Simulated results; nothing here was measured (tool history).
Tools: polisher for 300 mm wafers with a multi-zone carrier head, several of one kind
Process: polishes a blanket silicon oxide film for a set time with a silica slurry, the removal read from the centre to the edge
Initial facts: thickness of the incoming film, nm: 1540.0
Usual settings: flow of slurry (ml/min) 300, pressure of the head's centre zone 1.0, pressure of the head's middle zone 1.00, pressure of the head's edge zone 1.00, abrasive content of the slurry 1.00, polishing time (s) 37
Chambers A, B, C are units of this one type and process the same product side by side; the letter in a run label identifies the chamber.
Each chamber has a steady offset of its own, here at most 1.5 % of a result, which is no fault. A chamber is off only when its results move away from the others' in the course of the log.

run   hour  flow of slurry (ml/min)  pressure of the head's centre zone  pressure of the head's middle zone  pressure of the head's edge zone  abrasive content of the slurry  polishing time (s)  film removed at the wafer's centre (nm)  film removed at mid-radius (nm)  film removed at the wafer's edge (nm)
 1A   10.8                      300                                 1.0                                1.00                              1.00                            1.00                  37                                   142.80                           146.02                                 149.70
 2C   18.8                      300                                 1.0                                1.00                              1.00                            1.00                  37                                   146.50                           146.95                                 148.91
 3B   27.9                      300                                 1.0                                1.00                              1.00                            1.00                  37                                   146.40                           148.38                                 143.69
 4A   35.6                      300                                 1.0                                1.00                              1.00                            1.00                  37                                   144.33                           144.87                                 144.60
      39.5  -- chamber A: worn pad replaced by a new one
      47.0  -- chamber C: worn pad replaced by a new one
 5B   47.1                      300                                 1.0                                1.00                              1.00                            1.00                  37                                   147.92                           146.85                                 146.19
 6C   53.5                      300                                 1.0                                1.00                              1.00                            1.00                  37                                   147.57                           145.82                                 145.73
      64.2  -- chamber B: worn pad replaced by a new one
 7A   65.3                      300                                 1.0                                1.00                              1.00                            1.00                  37                                   149.75                           145.08                                 147.74
 8B   75.9                      300                                 1.0                                1.00                              1.00                            1.00                  37                                   147.00                           147.67                                 147.39
 9C   82.9                      300                                 1.0                                1.07                              1.09                            1.00                  37                                   144.77                           155.14                                 153.92
10C   92.7                      300                                 1.0                                1.07                              1.09                            1.00                  37                                   146.49                           156.99                                 153.94
      99.5  -- chamber A: worn pad replaced by a new one
11B  102.6                      300                                 1.0                                1.07                              1.09                            1.00                  37                                   146.59                           155.93                                 151.23
12A  109.8                      300                                 1.0                                1.00                              1.00                            1.00                  37                                   144.70                           147.45                                 147.43
     111.1  -- chamber C: worn pad replaced by a new one
13A  116.0                      300                                 1.0                                1.00                              1.00                            1.00                  37                                   146.64                           145.67                                 148.20
14C  127.2                      300                                 1.0                                1.00                              1.00                            1.00                  37                                   149.20                           143.78                                 144.99
15B  135.1                      300                                 1.0                                1.00                              1.00                            1.00                  37                                   153.43                           147.08                                 145.87
     138.2  -- chamber B: worn pad replaced by a new one
16C  144.6                      300                                 1.0                                1.00                              1.00                            1.00                  37                                   145.96                           145.24                                 148.39
17B  157.3                      300                                 1.0                                1.00                              1.00                            1.00                  37                                   151.91                           149.30                                 145.88
     158.1  -- chamber A: edge zone pressure recalibrated
18A  169.1                      300                                 1.0                                1.00                              1.00                            1.00                  37                                   146.77                           142.97                                 146.42
     171.5  -- chamber A: worn pad replaced by a new one
     173.2  -- chamber C: centre zone pressure recalibrated
19A  176.7                      205                                 1.0                                1.00                              1.00                            1.20                  37                                   148.36                           149.17                                 153.02
     183.8  -- chamber C: worn pad replaced by a new one
20C  187.2                      205                                 1.0                                1.00                              1.00                            1.20                  37                                   148.99                           152.71                                 154.36
     191.0  -- chamber A: slurry nozzle cleaned
21B  197.5                      205                                 1.0                                1.00                              1.00                            1.20                  37                                   159.74                           151.36                                 152.57
22A  207.6                      300                                 1.0                                1.00                              1.00                            1.00                  37                                   143.44                           144.07                                 148.44
23C  214.2                      300                                 1.0                                1.00                              1.00                            1.00                  37                                   143.80                           147.70                                 146.43
     217.1  -- chamber B: worn pad replaced by a new one
     222.7  -- chamber B: edge zone pressure recalibrated
24B  224.9                      300                                 1.0                                1.00                              1.00                            1.00                  37                                   158.42                           148.50                                 145.38
     236.4  -- chamber A: worn pad replaced by a new one
25C  236.7                      300                                 1.0                                1.00                              1.00                            1.00                  37                                   145.62                           149.07                                 146.59
26A  247.6                      300                                 1.1                                1.00                              1.00                            1.00                  37                                   163.13                           143.86                                 146.10
     256.7  -- chamber C: worn pad replaced by a new one
27B  259.5                      300                                 1.1                                1.00                              1.00                            1.00                  37                                   171.04                           147.59                                 146.58
28C  266.6                      300                                 1.1                                1.00                              1.00                            1.00                  37                                   161.24                           145.98                                 147.69
     269.1  -- chamber C: slurry nozzle cleaned
29A  274.8                      300                                 1.0                                1.00                              1.00                            1.00                  37                                   146.94                           143.16                                 143.50
30B  283.2                      300                                 1.0                                1.00                              1.00                            0.75                  37                                   135.52                           126.76                                 128.44
31A  295.5                      300                                 1.0                                1.00                              1.00                            0.75                  37                                   128.10                           125.72                                 129.31
     297.9  -- chamber C: edge zone pressure recalibrated
32C  302.8                      300                                 1.0                                1.00                              1.00                            0.75                  37                                   126.83                           126.17                                 128.18
     305.4  -- chamber B: worn pad replaced by a new one
33B  308.3                      300                                 1.0                                1.00                              1.00                            1.00                  37                                   154.84                           147.32                                 146.13
34C  315.4                      300                                 1.0                                1.00                              1.00                            1.00                  37                                   143.57                           147.29                                 144.42

All 3 chambers run these settings next. Forecast each chamber's results:
35A  324.5                      300                                 1.0                                1.00                              1.00                            0.85                  37                                        ?                                ?                                      ?
35B  324.5                      300                                 1.0                                1.00                              1.00                            0.85                  37                                        ?                                ?                                      ?
35C  324.5                      300                                 1.0                                1.00                              1.00                            0.85                  37                                        ?                                ?                                      ?

run  film removed at the wafer's centre (nm)  film removed at mid-radius (nm)  film removed at the wafer's edge (nm)
35A                                   134.25                           134.60                                 137.12
35B                                   148.42                           135.51                                 136.42
35C                                   133.46                           135.28                                 137.26

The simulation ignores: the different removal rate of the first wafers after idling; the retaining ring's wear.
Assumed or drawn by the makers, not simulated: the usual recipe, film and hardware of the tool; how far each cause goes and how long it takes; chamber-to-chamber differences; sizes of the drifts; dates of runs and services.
